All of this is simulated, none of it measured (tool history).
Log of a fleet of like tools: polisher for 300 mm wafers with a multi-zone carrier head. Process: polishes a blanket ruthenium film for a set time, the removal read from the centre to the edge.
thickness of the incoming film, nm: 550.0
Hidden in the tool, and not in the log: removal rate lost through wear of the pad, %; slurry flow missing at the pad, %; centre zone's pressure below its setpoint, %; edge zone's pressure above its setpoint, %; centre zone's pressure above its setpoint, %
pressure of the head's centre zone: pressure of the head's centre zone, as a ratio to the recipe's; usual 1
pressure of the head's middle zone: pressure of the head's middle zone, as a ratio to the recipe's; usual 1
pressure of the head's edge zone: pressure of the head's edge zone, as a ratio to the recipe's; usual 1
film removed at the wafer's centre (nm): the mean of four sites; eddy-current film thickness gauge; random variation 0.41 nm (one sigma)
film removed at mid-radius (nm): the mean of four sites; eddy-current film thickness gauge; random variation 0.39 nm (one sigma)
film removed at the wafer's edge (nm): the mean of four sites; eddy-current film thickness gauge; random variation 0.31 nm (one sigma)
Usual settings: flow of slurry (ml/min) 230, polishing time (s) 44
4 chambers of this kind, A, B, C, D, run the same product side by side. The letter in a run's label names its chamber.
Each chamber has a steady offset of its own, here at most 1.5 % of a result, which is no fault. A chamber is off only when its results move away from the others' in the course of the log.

| run | day | flow of slurry (ml/min) | pressure of the head's centre zone | pressure of the head's middle zone | pressure of the head's edge zone | polishing time (s) | wafers polished on this pad | hours since the slurry nozzle was cleaned | hours since the centre zone pressure was calibrated | hours since the edge zone pressure was calibrated | film removed at the wafer's centre (nm) | film removed at mid-radius (nm) | film removed at the wafer's edge (nm) |
|---|---|---|---|---|---|---|---|---|---|---|---|---|---|
| 1D | 0.383 | 230 | 1 | 1 | 1 | 44 | 1183 | 376.8 | 246.7 | 1011 | 31.542 | 33.012 | 31.95 |
|  | 0.517 | chamber D: worn pad replaced by a new one |
|  | 0.933 | chamber C: centre zone pressure recalibrated |
| 2A | 0.971 | 230 | 1 | 1 | 1 | 44 | 365 | 208.7 | 335 | 197.2 | 31.579 | 31.675 | 32.225 |
| 3B | 1.3 | 230 | 1 | 1 | 1 | 44 | 1133 | 568 | 502 | 830.1 | 31.55 | 32.211 | 31.673 |
| 4C | 1.638 | 230 | 1 | 1 | 1 | 44 | 1579 | 521.9 | 16.9 | 48.9 | 30.94 | 31.542 | 31.646 |
|  | 1.729 | chamber C: worn pad replaced by a new one |
| 5C | 1.954 | 230 | 1 | 1 | 1 | 44 | 50 | 529.5 | 24.5 | 56.5 | 31.43 | 31.677 | 32.003 |
|  | 2.096 | chamber B: worn pad replaced by a new one |
| 6D | 2.483 | 230 | 1 | 1 | 1 | 44 | 433 | 427.2 | 297.1 | 1061.4 | 32.149 | 32.638 | 31.876 |
|  | 2.729 | chamber A: worn pad replaced by a new one |
|  | 2.767 | chamber C: slurry nozzle cleaned |
| 7B | 2.858 | 230 | 1 | 1 | 1 | 44 | 168 | 605.4 | 539.4 | 867.5 | 32.339 | 31.142 | 32.148 |
|  | 2.883 | chamber B: slurry nozzle cleaned |
| 8A | 3.125 | 230 | 1 | 1 | 1 | 44 | 87 | 260.4 | 386.7 | 248.9 | 31.711 | 31.774 | 31.394 |
| 9C | 3.404 | 230 | 0.94 | 1 | 1 | 51 | 370 | 15.3 | 59.3 | 91.3 | 34.674 | 37.35 | 37.45 |
| 10D | 3.662 | 230 | 0.94 | 1 | 1 | 51 | 693 | 455.5 | 325.4 | 1089.7 | 34.685 | 38.622 | 37.108 |
| 11A | 4.079 | 230 | 0.94 | 1 | 1 | 51 | 297 | 283.3 | 409.6 | 271.8 | 34.814 | 36.702 | 36.991 |
|  | 4.15 | chamber A: centre zone pressure recalibrated |
| 12B | 4.496 | 230 | 0.94 | 1 | 1 | 51 | 529 | 38.7 | 578.7 | 906.8 | 35.033 | 36.709 | 37.23 |
| 13C | 4.854 | 230 | 1 | 1 | 1 | 44 | 689 | 50.1 | 94.1 | 126.1 | 31.922 | 31.658 | 31.411 |
| 14B | 5.425 | 230 | 1 | 1 | 1 | 44 | 734 | 61 | 601 | 929.1 | 32.886 | 32.005 | 31.026 |
|  | 5.562 | chamber A: worn pad replaced by a new one |
|  | 5.658 | chamber D: worn pad replaced by a new one |
| 15D | 5.762 | 230 | 1 | 1 | 1 | 44 | 23 | 505.9 | 375.8 | 1140.1 | 32.495 | 31.981 | 32.679 |
| 16A | 6.158 | 230 | 1 | 1 | 1 | 44 | 132 | 333.2 | 48.2 | 321.7 | 27.762 | 32.877 | 31.908 |
| 17D | 6.658 | 230 | 1 | 1 | 1 | 44 | 221 | 527.4 | 397.3 | 1161.6 | 31.98 | 32.119 | 31.894 |
|  | 6.708 | chamber B: worn pad replaced by a new one |
| 18B | 6.929 | 230 | 1 | 1 | 1 | 44 | 49 | 97.1 | 637.1 | 965.2 | 31.865 | 31.189 | 31.599 |
|  | 7.117 | chamber A: edge zone pressure recalibrated |
| 19C | 7.342 | 230 | 1 | 1 | 1 | 44 | 1238 | 109.8 | 153.8 | 185.8 | 31.722 | 31.649 | 31.692 |
| 20A | 7.883 | 230 | 1 | 1 | 1 | 44 | 512 | 374.6 | 89.6 | 18.5 | 27.668 | 32.392 | 32.279 |
|  | 7.971 | chamber D: slurry nozzle cleaned |
| 21D | 8.317 | 230 | 1 | 1 | 1 | 44 | 587 | 8.3 | 437.1 | 1201.4 | 31.588 | 31.877 | 31.424 |
| 22A | 8.9 | 230 | 1 | 1 | 1 | 44 | 736 | 399 | 114 | 42.9 | 27.659 | 32.742 | 31.686 |
| 23C | 9.279 | 230 | 1 | 1 | 1 | 44 | 1665 | 156.3 | 200.3 | 232.3 | 32.073 | 31.908 | 31.586 |
| 24B | 9.588 | 230 | 1 | 1 | 1 | 44 | 635 | 160.9 | 700.9 | 1029 | 32.742 | 32.331 | 32.258 |

What goes on in this fleet: one chamber off, a drifting gauge, or nothing beyond the chambers' own small offsets? Name the chamber and the cause, if any.

A service left chamber A off against the others.
Cause: centre zone's pressure below its setpoint, % = 11.6.

Here are 4 candidates for chamber A's next run, each the usual settings with a change, their results left as question marks. Which one brings its results back in line with what the others give on the usual settings?
In line means no further than this from the other chambers' mean on the usual settings: film removed at the wafer's centre (nm) 1.4; film removed at mid-radius (nm) 1.4; film removed at the wafer's edge (nm) 1.1
| 25A-1 | 10.017 | 220 | 0.89 | 1.01 | 1.04 | 44 |  |  |  |  | ? | ? | ? |
| 25A-2 | 10.017 | 215 | 0.83 | 1.02 | 1.07 | 43 |  |  |  |  | ? | ? | ? |
| 25A-3 | 10.017 | 250 | 1.17 | 0.96 | 0.91 | 45 |  |  |  |  | ? | ? | ? |
| 25A-4 | 10.017 | 240 | 1.12 | 0.98 | 0.95 | 45 |  |  |  |  | ? | ? | ? |

The other chambers' mean on the usual settings: film removed at the wafer's centre (nm) 31.972; film removed at mid-radius (nm) 31.902; film removed at the wafer's edge (nm) 31.825
| run | film removed at the wafer's centre (nm) | film removed at mid-radius (nm) | film removed at the wafer's edge (nm) |
|---|---|---|---|
| 25A-1 | 24.304 | 32.182 | 32.761 |
| 25A-2 | 21.911 | 31.653 | 32.424 |
| 25A-3 | 34.07 | 31.852 | 31.69 |
| 25A-4 | 32.334 | 32.319 | 32.253 |
25A-4 brings the chamber back in line.

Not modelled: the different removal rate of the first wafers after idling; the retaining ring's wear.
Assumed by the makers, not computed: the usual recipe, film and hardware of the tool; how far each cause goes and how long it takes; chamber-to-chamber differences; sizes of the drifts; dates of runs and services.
